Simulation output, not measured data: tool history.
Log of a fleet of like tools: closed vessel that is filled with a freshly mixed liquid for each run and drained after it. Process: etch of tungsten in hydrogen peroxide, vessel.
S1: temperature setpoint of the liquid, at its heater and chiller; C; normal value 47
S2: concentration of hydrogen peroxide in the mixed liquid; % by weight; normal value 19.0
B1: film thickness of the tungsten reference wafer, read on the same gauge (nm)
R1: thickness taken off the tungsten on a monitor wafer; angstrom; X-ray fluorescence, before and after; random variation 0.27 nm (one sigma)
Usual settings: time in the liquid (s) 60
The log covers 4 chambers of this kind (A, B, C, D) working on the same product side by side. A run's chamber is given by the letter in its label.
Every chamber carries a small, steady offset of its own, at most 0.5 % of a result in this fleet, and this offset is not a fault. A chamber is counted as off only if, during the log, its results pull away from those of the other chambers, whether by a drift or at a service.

run 1A day=0.312 | S1=47 S2=19.0 time_in_the_liquid_(s)=60 | B1=50.022 | R1=409.60
run 2D day=0.675 | S1=47 S2=19.0 time_in_the_liquid_(s)=60 | B1=50.030 | R1=408.75
run 3B day=1.075 | S1=47 S2=19.0 time_in_the_liquid_(s)=60 | B1=50.023 | R1=412.65
run 4C day=1.396 | S1=47 S2=19.0 time_in_the_liquid_(s)=60 | B1=50.016 | R1=405.69
run 5A day=1.808 | S1=47 S2=19.0 time_in_the_liquid_(s)=60 | B1=50.010 | R1=414.27
run 6B day=2.146 | S1=47 S2=19.0 time_in_the_liquid_(s)=60 | B1=50.002 | R1=413.91
run 7D day=2.417 | S1=47 S2=19.0 time_in_the_liquid_(s)=60 | B1=50.052 | R1=411.92
run 8C day=2.662 | S1=47 S2=19.0 time_in_the_liquid_(s)=60 | B1=49.966 | R1=409.55
run 9D day=2.929 | S1=47 S2=14.0 time_in_the_liquid_(s)=60 | B1=49.992 | R1=351.98
-- day=3.196 chamber B: thermometer replaced
run 10C day=3.246 | S1=47 S2=14.0 time_in_the_liquid_(s)=60 | B1=49.984 | R1=354.69
run 11A day=3.654 | S1=47 S2=14.0 time_in_the_liquid_(s)=60 | B1=50.035 | R1=354.44
run 12B day=3.904 | S1=47 S2=14.0 time_in_the_liquid_(s)=60 | B1=50.056 | R1=352.09
run 13B day=4.283 | S1=51 S2=14.5 time_in_the_liquid_(s)=60 | B1=50.024 | R1=453.53
run 14A day=4.688 | S1=51 S2=14.5 time_in_the_liquid_(s)=60 | B1=49.994 | R1=462.62
run 15D day=4.992 | S1=51 S2=14.5 time_in_the_liquid_(s)=60 | B1=50.023 | R1=461.68
run 16C day=5.212 | S1=51 S2=14.5 time_in_the_liquid_(s)=60 | B1=50.000 | R1=457.73
run 17D day=5.650 | S1=47 S2=21.5 time_in_the_liquid_(s)=40 | B1=50.022 | R1=292.93
run 18B day=6.062 | S1=47 S2=21.5 time_in_the_liquid_(s)=40 | B1=50.003 | R1=289.53
run 19A day=6.383 | S1=47 S2=21.5 time_in_the_liquid_(s)=40 | B1=50.007 | R1=290.56
run 20C day=6.608 | S1=47 S2=21.5 time_in_the_liquid_(s)=40 | B1=49.975 | R1=288.47
run 21D day=7.067 | S1=47 S2=19.0 time_in_the_liquid_(s)=60 | B1=50.009 | R1=408.29
run 22C day=7.446 | S1=47 S2=19.0 time_in_the_liquid_(s)=60 | B1=50.023 | R1=412.31
run 23B day=7.821 | S1=47 S2=19.0 time_in_the_liquid_(s)=60 | B1=49.981 | R1=410.25
run 24A day=8.154 | S1=47 S2=19.0 time_in_the_liquid_(s)=60 | B1=50.007 | R1=418.01
run 25D day=8.554 | S1=47 S2=19.0 time_in_the_liquid_(s)=60 | B1=49.978 | R1=409.90
run 26C day=9.012 | S1=47 S2=19.0 time_in_the_liquid_(s)=60 | B1=50.000 | R1=406.35
run 27A day=9.329 | S1=47 S2=19.0 time_in_the_liquid_(s)=60 | B1=49.961 | R1=426.31
run 28B day=9.621 | S1=47 S2=19.0 time_in_the_liquid_(s)=60 | B1=50.038 | R1=408.74
run 29B day=10.004 | S1=47 S2=19.0 time_in_the_liquid_(s)=60 | B1=49.960 | R1=404.86
-- day=10.008 chamber B: new drum of peroxide connected
run 30C day=10.288 | S1=47 S2=19.0 time_in_the_liquid_(s)=60 | B1=50.003 | R1=413.53
-- day=10.554 chamber C: new drum of peroxide connected
run 31D day=10.788 | S1=47 S2=19.0 time_in_the_liquid_(s)=60 | B1=49.999 | R1=414.73
run 32A day=11.067 | S1=47 S2=19.0 time_in_the_liquid_(s)=60 | B1=50.005 | R1=434.29
run 33A day=11.508 | S1=47 S2=19.0 time_in_the_liquid_(s)=60 | B1=49.957 | R1=432.94
run 34D day=11.750 | S1=47 S2=19.0 time_in_the_liquid_(s)=60 | B1=49.964 | R1=414.37
run 35B day=12.088 | S1=47 S2=19.0 time_in_the_liquid_(s)=60 | B1=50.050 | R1=408.09
run 36C day=12.333 | S1=47 S2=19.0 time_in_the_liquid_(s)=60 | B1=49.979 | R1=409.06
run 37A day=12.617 | S1=47 S2=19.0 time_in_the_liquid_(s)=60 | B1=49.989 | R1=430.58
run 38D day=13.083 | S1=47 S2=19.0 time_in_the_liquid_(s)=60 | B1=50.015 | R1=415.46
run 39C day=13.542 | S1=47 S2=19.0 time_in_the_liquid_(s)=60 | B1=49.957 | R1=413.68
run 40B day=13.858 | S1=47 S2=19.0 time_in_the_liquid_(s)=60 | B1=49.986 | R1=411.39
run 41B day=14.233 | S1=47 S2=19.0 time_in_the_liquid_(s)=60 | B1=50.010 | R1=412.88
-- day=14.254 chamber D: new drum of peroxide connected
run 42C day=14.546 | S1=47 S2=19.0 time_in_the_liquid_(s)=60 | B1=50.019 | R1=410.03
run 43D day=15.021 | S1=47 S2=19.0 time_in_the_liquid_(s)=60 | B1=50.021 | R1=410.51

Which is it: a chamber that has drifted or been left off by a service, a gauge drift common to all chambers, or only each chamber's usual small offset? If a chamber is off, name it and its likeliest cause.

Chamber A drifts away from the others.
Most likely cause: liquid hotter than its thermometer reads (K) = 1.5.

Here are 4 candidates for chamber A's next run, each the usual settings with a change, their results left as question marks. Which one brings its results back in line with what the others give on the usual settings?
Allowed miss from the other chambers' usual-settings mean, per result, to count as in line: R1 9.60 angstrom
run 44A-1 day=15.379 | S1=47.0 S2=26.5 time_in_the_liquid_(s)=60 | R1=?
run 44A-2 day=15.379 | S1=44.5 S2=18.5 time_in_the_liquid_(s)=60 | R1=?
run 44A-3 day=15.379 | S1=45.5 S2=19.0 time_in_the_liquid_(s)=60 | R1=?
run 44A-4 day=15.379 | S1=47.0 S2=19.0 time_in_the_liquid_(s)=65 | R1=?

Mean of the other chambers on the usual settings: R1 411.29 angstrom
run=44A-1 R1=527.40
run=44A-2 R1=378.49
run=44A-3 R1=407.98
run=44A-4 R1=484.44
It is 44A-3 that realigns the chamber with its peers.

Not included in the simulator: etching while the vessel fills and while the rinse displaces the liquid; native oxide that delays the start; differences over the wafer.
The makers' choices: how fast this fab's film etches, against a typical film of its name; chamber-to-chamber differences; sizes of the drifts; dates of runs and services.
